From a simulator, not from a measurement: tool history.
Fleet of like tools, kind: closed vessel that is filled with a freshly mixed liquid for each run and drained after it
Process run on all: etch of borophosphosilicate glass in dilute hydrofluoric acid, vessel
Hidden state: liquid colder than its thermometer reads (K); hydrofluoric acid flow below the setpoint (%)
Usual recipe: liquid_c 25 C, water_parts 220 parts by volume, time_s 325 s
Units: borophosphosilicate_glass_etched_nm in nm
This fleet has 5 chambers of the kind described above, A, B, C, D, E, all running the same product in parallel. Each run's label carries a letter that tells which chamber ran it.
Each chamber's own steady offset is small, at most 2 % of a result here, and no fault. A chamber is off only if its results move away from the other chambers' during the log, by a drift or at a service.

run   hour  liquid_c  water_parts  time_s  hours since the thermometer was replaced  hours since the hydrofluoric acid flow meter was replaced  read-back film thickness of the borophosphosilicate glass reference wafer, read on the same gauge (nm)  borophosphosilicate_glass_etched_nm
 1C    9.7        25          220     325                                     661.6                                                     1059.8                                                                                                  150.01                               54.882
 2D   19.9        25          220     325                                    1162.4                                                     1098.7                                                                                                  150.03                               54.365
 3B   29.1        25          220     325                                     135.1                                                      985.1                                                                                                  149.99                               55.645
 4A   39.1        25          220     325                                     936.1                                                     1489.4                                                                                                  149.97                               55.551
 5E   48.1        25          220     325                                     860.4                                                      690.5                                                                                                  150.02                               54.548
 6D   57.3        25          220     325                                    1199.8                                                     1136.1                                                                                                     150                               54.547
 7B   68.8        25          220     325                                     174.8                                                     1024.8                                                                                                  150.03                               55.014
      78.2  -- chamber A: hydrofluoric acid flow meter replaced
 8C   79.1        25          220     325                                       731                                                     1129.2                                                                                                  150.02                               54.707
 9A   88.6        25          220     325                                     985.6                                                       10.4                                                                                                  149.98                               55.198
      90.9  -- chamber D: hydrofluoric acid flow meter replaced
10E  100.2        25          220     325                                     912.5                                                      742.6                                                                                                  150.02                               55.379
11B  109.9        25          220     325                                     215.9                                                     1065.9                                                                                                  150.01                               55.403
12D  121.4        25          220     325                                    1263.9                                                       30.5                                                                                                     150                                54.82
13A    135        25          220     325                                      1032                                                       56.8                                                                                                  149.98                               55.256
14E    146        25          220     325                                     958.3                                                      788.4                                                                                                  150.01                               54.785
15C  157.3        25          220     325                                     809.2                                                     1207.4                                                                                                     150                               53.909
16D  166.9        25          220     325                                    1309.4                                                         76                                                                                                     150                               54.476
17A  176.6        25          220     325                                    1073.6                                                       98.4                                                                                                  150.02                               54.948
18B  186.3        25          220     325                                     292.3                                                     1142.3                                                                                                  149.98                               54.945
19E  195.9        25          150     325                                    1008.2                                                      838.3                                                                                                     150                               86.659
20C  203.5        25          150     325                                     855.4                                                     1253.6                                                                                                  149.99                               84.527
21A  211.9        25          150     325                                    1108.9                                                      133.7                                                                                                  150.01                               87.571
22C  218.4        25          150     325                                     870.3                                                     1268.5                                                                                                  150.02                               85.362
23E  230.3        25          150     325                                    1042.6                                                      872.7                                                                                                  150.03                               86.388
24D  238.9        25          220     325                                    1381.4                                                        148                                                                                                  150.01                               54.233
25B  250.2        25          220     325                                     356.2                                                     1206.2                                                                                                  149.98                               55.297
26A  263.4        25          220     325                                    1160.4                                                      185.2                                                                                                  149.99                               55.412
27D  275.2        25          220     325                                    1417.7                                                      184.3                                                                                                  150.01                               53.938
28B  282.9        25          220     325                                     388.9                                                     1238.9                                                                                                  149.98                               55.607
29E  290.8        25          220     325                                    1103.1                                                      933.2                                                                                                  150.01                               54.318
30C  304.1        25          220     325                                       956                                                     1354.2                                                                                                  149.98                               53.447
31B  315.6        25          220     325                                     421.6                                                     1271.6                                                                                                  149.97                               55.536
     316.9  -- chamber C: hydrofluoric acid flow meter replaced
32C  328.6        25          220     325                                     980.5                                                       11.7                                                                                                  149.97                               52.449
33A  336.1        25          220     325                                    1233.1                                                      257.9                                                                                                  149.98                               54.603
34E  345.2        25          220     325                                    1157.5                                                      987.6                                                                                                  150.02                               54.658
35D  356.7        25          220     325                                    1499.2                                                      265.8                                                                                                  149.99                               54.439
36C  369.8        25          220     325                                    1021.7                                                       52.9                                                                                                     150                               51.576
37B  377.4        25          220     325                                     483.4                                                     1333.4                                                                                                  150.04                                54.59
38D  383.8        25          220     325                                    1526.3                                                      292.9                                                                                                     150                               54.478
39E  390.8        25          220     325                                    1203.1                                                     1033.2                                                                                                  150.02                                54.35
40A  398.1        25          220     325                                    1295.1                                                      319.9                                                                                                     150                               55.345

Decide between three cases: one chamber stands off from its peers, the gauge reading all wafers drifts, or nothing is wrong past each chamber's small offset. Where a chamber is off, say which and what most likely put it there.

Chamber C drifts away from the others.
What lies behind it: liquid colder than its thermometer reads (K) = 1.39.

Below are 4 candidate recipes for chamber C's next run, each the usual settings with a change, their results shown as question marks. Which of them brings C's results back in line with what the other chambers give on the usual settings?
In line here means within this much of the mean the other chambers give on the usual settings: borophosphosilicate_glass_etched_nm 1.4 nm
41C-1   408        25          215     335                                                                                                                                                                                                                                                 ?
41C-2   408        28          220     325                                                                                                                                                                                                                                                 ?
41C-3   408        25          230     325                                                                                                                                                                                                                                                 ?
41C-4   408        25          230     305                                                                                                                                                                                                                                                 ?

Other chambers, usual settings, mean: borophosphosilicate_glass_etched_nm 54.812 nm
  run  borophosphosilicate_glass_etched_nm
41C-1                               55.019
41C-2                               57.816
41C-3                               49.084
41C-4                               46.063
Change 41C-1 lands the chamber within the allowed miss of the other chambers.
